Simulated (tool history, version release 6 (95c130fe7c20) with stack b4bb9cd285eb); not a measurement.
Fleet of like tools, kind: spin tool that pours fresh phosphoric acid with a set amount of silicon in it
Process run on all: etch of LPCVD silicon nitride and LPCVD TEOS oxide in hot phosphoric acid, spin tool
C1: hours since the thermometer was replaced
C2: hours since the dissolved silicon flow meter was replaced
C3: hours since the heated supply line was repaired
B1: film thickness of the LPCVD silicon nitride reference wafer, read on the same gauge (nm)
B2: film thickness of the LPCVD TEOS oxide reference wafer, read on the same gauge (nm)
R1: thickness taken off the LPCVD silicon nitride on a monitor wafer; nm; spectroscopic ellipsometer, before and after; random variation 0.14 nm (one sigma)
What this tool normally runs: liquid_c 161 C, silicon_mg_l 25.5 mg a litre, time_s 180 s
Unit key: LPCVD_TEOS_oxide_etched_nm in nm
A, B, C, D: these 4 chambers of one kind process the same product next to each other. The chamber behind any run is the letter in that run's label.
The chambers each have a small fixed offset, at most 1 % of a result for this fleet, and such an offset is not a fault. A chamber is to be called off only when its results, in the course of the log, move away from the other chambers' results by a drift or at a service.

Run 1C, hour 12.8: usual settings; C1 1147.3; C2 826.8; C3 298.2; B1 60.015; B2 120.02. Result: R1 18.668 nm, LPCVD_TEOS_oxide_etched_nm 0.3966 nm.
Run 2B, hour 26.8: usual settings; C1 3108.6; C2 748.5; C3 489.7; B1 59.941; B2 120. Result: R1 18.461 nm, LPCVD_TEOS_oxide_etched_nm 0.43002 nm.
At hour 34.2: chamber B: thermometer replaced.
Run 3D, hour 36.3: usual settings; C1 1419.1; C2 194.3; C3 992.6; B1 60.011; B2 120.01. Result: R1 18.808 nm, LPCVD_TEOS_oxide_etched_nm 0.42291 nm.
Run 4A, hour 42.7: usual settings; C1 551.7; C2 1357.9; C3 578.6; B1 60.006; B2 120.02. Result: R1 18.703 nm, LPCVD_TEOS_oxide_etched_nm 0.40811 nm.
Run 5D, hour 49: usual settings; C1 1431.8; C2 207; C3 1005.3; B1 59.982; B2 120.02. Result: R1 18.64 nm, LPCVD_TEOS_oxide_etched_nm 0.46831 nm.
Run 6A, hour 62.2: usual settings; C1 571.2; C2 1377.4; C3 598.1; B1 60.001; B2 119.99. Result: R1 18.735 nm, LPCVD_TEOS_oxide_etched_nm 0.49944 nm.
Run 7C, hour 72.5: usual settings but silicon_mg_l 43 mg a litre; C1 1207; C2 886.5; C3 357.9; B1 59.98; B2 120.02. Result: R1 18.891 nm, LPCVD_TEOS_oxide_etched_nm 0.17107 nm.
Run 8B, hour 83.7: usual settings but silicon_mg_l 43 mg a litre; C1 49.6; C2 805.4; C3 546.6; B1 59.988; B2 120.01. Result: R1 18.399 nm, LPCVD_TEOS_oxide_etched_nm 0.19663 nm.
Run 9A, hour 96.1: usual settings but silicon_mg_l 43 mg a litre; C1 605.1; C2 1411.3; C3 632; B1 60.026; B2 120. Result: R1 18.598 nm, LPCVD_TEOS_oxide_etched_nm 0.18557 nm.
Run 10B, hour 103.5: usual settings but silicon_mg_l 43 mg a litre; C1 69.4; C2 825.2; C3 566.4; B1 59.954; B2 120.01. Result: R1 18.444 nm, LPCVD_TEOS_oxide_etched_nm 0.20776 nm.
Run 11D, hour 115.2: usual settings; C1 1498; C2 273.2; C3 1071.5; B1 59.999; B2 120.01. Result: R1 18.623 nm, LPCVD_TEOS_oxide_etched_nm 0.43117 nm.
Run 12C, hour 122.3: usual settings; C1 1256.8; C2 936.3; C3 407.7; B1 60.046; B2 120. Result: R1 18.56 nm, LPCVD_TEOS_oxide_etched_nm 0.45459 nm.
Run 13A, hour 130.6: usual settings; C1 639.6; C2 1445.8; C3 666.5; B1 60.029; B2 120.02. Result: R1 18.767 nm, LPCVD_TEOS_oxide_etched_nm 0.46353 nm.
Run 14B, hour 145.2: usual settings but liquid_c 159.5 C; C1 111.1; C2 866.9; C3 608.1; B1 59.967; B2 119.97. Result: R1 17.439 nm, LPCVD_TEOS_oxide_etched_nm 0.43561 nm.
Run 15C, hour 157.6: usual settings but liquid_c 159.5 C; C1 1292.1; C2 971.6; C3 443; B1 60.004; B2 120.01. Result: R1 17.75 nm, LPCVD_TEOS_oxide_etched_nm 0.41639 nm.
Run 16D, hour 166: usual settings but liquid_c 159.5 C; C1 1548.8; C2 324; C3 1122.3; B1 60.006; B2 120.01. Result: R1 17.595 nm, LPCVD_TEOS_oxide_etched_nm 0.37084 nm.
Run 17C, hour 173: usual settings but liquid_c 159.5 C; C1 1307.5; C2 987; C3 458.4; B1 59.979; B2 120. Result: R1 17.778 nm, LPCVD_TEOS_oxide_etched_nm 0.40975 nm.
Run 18D, hour 185.9: usual settings; C1 1568.7; C2 343.9; C3 1142.2; B1 59.997; B2 120.01. Result: R1 18.516 nm, LPCVD_TEOS_oxide_etched_nm 0.43375 nm.
Run 19A, hour 193.6: usual settings; C1 702.6; C2 1508.8; C3 729.5; B1 59.993; B2 119.99. Result: R1 18.809 nm, LPCVD_TEOS_oxide_etched_nm 0.45079 nm.
Run 20B, hour 203.1: usual settings; C1 169; C2 924.8; C3 666; B1 60.011; B2 120. Result: R1 18.338 nm, LPCVD_TEOS_oxide_etched_nm 0.51719 nm.
Run 21A, hour 212.5: usual settings; C1 721.5; C2 1527.7; C3 748.4; B1 59.966; B2 119.99. Result: R1 18.976 nm, LPCVD_TEOS_oxide_etched_nm 0.4041 nm.
Run 22C, hour 220.9: usual settings; C1 1355.4; C2 1034.9; C3 506.3; B1 60; B2 120.03. Result: R1 18.715 nm, LPCVD_TEOS_oxide_etched_nm 0.47922 nm.
Run 23B, hour 233: usual settings; C1 198.9; C2 954.7; C3 695.9; B1 60.022; B2 119.98. Result: R1 18.468 nm, LPCVD_TEOS_oxide_etched_nm 0.43149 nm.
Run 24D, hour 245: usual settings; C1 1627.8; C2 403; C3 1201.3; B1 60.004; B2 120.01. Result: R1 18.322 nm, LPCVD_TEOS_oxide_etched_nm 0.45829 nm.
Run 25D, hour 251.4: usual settings; C1 1634.2; C2 409.4; C3 1207.7; B1 60.027; B2 120.02. Result: R1 18.572 nm, LPCVD_TEOS_oxide_etched_nm 0.51835 nm.
Run 26B, hour 265.6: usual settings; C1 231.5; C2 987.3; C3 728.5; B1 60.028; B2 120. Result: R1 18.503 nm, LPCVD_TEOS_oxide_etched_nm 0.49467 nm.
Run 27C, hour 274.2: usual settings; C1 1408.7; C2 1088.2; C3 559.6; B1 60.03; B2 120.03. Result: R1 18.764 nm, LPCVD_TEOS_oxide_etched_nm 0.45329 nm.
Run 28A, hour 282.8: usual settings; C1 791.8; C2 1598; C3 818.7; B1 60.003; B2 119.98. Result: R1 18.5 nm, LPCVD_TEOS_oxide_etched_nm 0.48107 nm.
Run 29B, hour 292.2: usual settings; C1 258.1; C2 1013.9; C3 755.1; B1 59.981; B2 120.02. Result: R1 18.496 nm, LPCVD_TEOS_oxide_etched_nm 0.44056 nm.
Run 30D, hour 303: usual settings; C1 1685.8; C2 461; C3 1259.3; B1 59.986; B2 120. Result: R1 18.386 nm, LPCVD_TEOS_oxide_etched_nm 0.46071 nm.
Run 31A, hour 311.2: usual settings; C1 820.2; C2 1626.4; C3 847.1; B1 59.999; B2 120.03. Result: R1 18.614 nm, LPCVD_TEOS_oxide_etched_nm 0.48118 nm.
Run 32C, hour 319.7: usual settings; C1 1454.2; C2 1133.7; C3 605.1; B1 59.996; B2 120.02. Result: R1 18.558 nm, LPCVD_TEOS_oxide_etched_nm 0.4421 nm.
Run 33C, hour 330.7: usual settings; C1 1465.2; C2 1144.7; C3 616.1; B1 60.054; B2 119.98. Result: R1 18.84 nm, LPCVD_TEOS_oxide_etched_nm 0.41054 nm.
Run 34A, hour 337.8: usual settings but liquid_c 158.5 C, silicon_mg_l 35.5 mg a litre; C1 846.8; C2 1653; C3 873.7; B1 60.041; B2 120.01. Result: R1 17.143 nm, LPCVD_TEOS_oxide_etched_nm 0.26957 nm.
Run 35B, hour 351.7: usual settings but liquid_c 158.5 C, silicon_mg_l 35.5 mg a litre; C1 317.6; C2 1073.4; C3 814.6; B1 60.023; B2 120. Result: R1 17.193 nm, LPCVD_TEOS_oxide_etched_nm 0.29095 nm.
Run 36D, hour 358.4: usual settings but liquid_c 158.5 C, silicon_mg_l 35.5 mg a litre; C1 1741.2; C2 516.4; C3 1314.7; B1 59.999; B2 120.03. Result: R1 16.839 nm, LPCVD_TEOS_oxide_etched_nm 0.28659 nm.

Does one chamber stand apart from the rest, does the shared gauge drift, or is all well apart from small per-chamber offsets? Give the chamber and the most likely cause, where there is one.

Neither any chamber nor the gauge drifts; the chambers differ only by their own small, steady offsets.
